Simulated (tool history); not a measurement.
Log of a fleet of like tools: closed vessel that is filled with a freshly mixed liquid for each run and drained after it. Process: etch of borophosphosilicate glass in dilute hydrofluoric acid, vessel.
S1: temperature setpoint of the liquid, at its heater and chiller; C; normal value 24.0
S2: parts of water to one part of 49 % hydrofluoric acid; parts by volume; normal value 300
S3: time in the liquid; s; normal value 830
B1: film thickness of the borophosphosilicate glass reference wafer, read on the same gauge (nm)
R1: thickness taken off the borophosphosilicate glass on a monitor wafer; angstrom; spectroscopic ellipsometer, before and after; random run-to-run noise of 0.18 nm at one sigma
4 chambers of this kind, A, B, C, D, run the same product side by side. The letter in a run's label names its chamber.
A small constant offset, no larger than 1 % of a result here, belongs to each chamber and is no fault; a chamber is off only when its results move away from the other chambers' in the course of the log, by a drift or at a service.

run	day	S1	S2	S3	B1	R1
1D	0.138	24.0	300	830	120.01	583.08
2A	0.329	24.0	300	830	119.99	572.36
3C	0.500	24.0	300	830	120.03	574.55
4B	0.662	24.0	300	830	120.03	580.29
5C	0.888	24.0	300	830	119.96	574.50
6A	1.104	24.0	300	830	119.99	573.86
7B	1.279	24.0	300	830	120.05	577.64
8D	1.471	24.0	300	830	120.01	584.09
9B	1.696	27.5	300	830	120.00	648.40
10D	1.962	27.5	300	830	119.98	653.13
11A	2.092	27.5	300	830	120.01	646.97
12C	2.238	27.5	300	830	120.00	647.33
13B	2.475	24.0	300	830	120.00	578.29
14C	2.700	21.5	300	830	120.04	521.84
15D	2.817	21.5	300	830	119.99	532.54
# day 2.921: chamber C: hydrofluoric acid flow meter replaced
16A	2.967	21.5	300	830	119.95	527.64
17D	3.204	21.5	300	830	119.97	533.22
18B	3.446	24.0	300	830	119.99	577.48
19A	3.658	24.0	300	830	119.98	573.41
20C	3.912	24.0	300	830	120.01	573.41
21B	4.167	24.0	300	830	120.02	578.02
22A	4.433	24.0	300	830	120.00	573.14
23C	4.658	24.0	300	830	119.97	569.31
24D	4.929	24.0	300	830	120.05	582.32
25A	5.150	24.0	300	830	119.98	573.39
26B	5.350	20.0	300	830	119.98	499.33
27D	5.562	20.0	300	830	119.97	505.30
28C	5.692	20.0	300	830	120.01	496.67
29D	5.867	20.0	300	830	120.02	507.98
30A	6.062	24.0	300	830	119.99	572.35
31B	6.300	24.0	300	830	120.03	581.14
32C	6.429	24.0	300	830	119.97	571.48
# day 6.575: chamber D: hydrofluoric acid flow meter replaced
33D	6.642	24.0	300	445	120.03	311.83
34A	6.779	24.0	300	445	120.01	308.56
35B	6.971	24.0	300	445	120.00	310.70
36C	7.146	24.0	300	445	119.97	307.64
37A	7.400	24.0	300	830	119.99	570.54

Which is it: a chamber that has drifted or been left off by a service, a gauge drift common to all chambers, or only each chamber's usual small offset? If a chamber is off, name it and its likeliest cause.

Beyond each chamber's small constant offset nothing stands out, and the gauge stays steady.
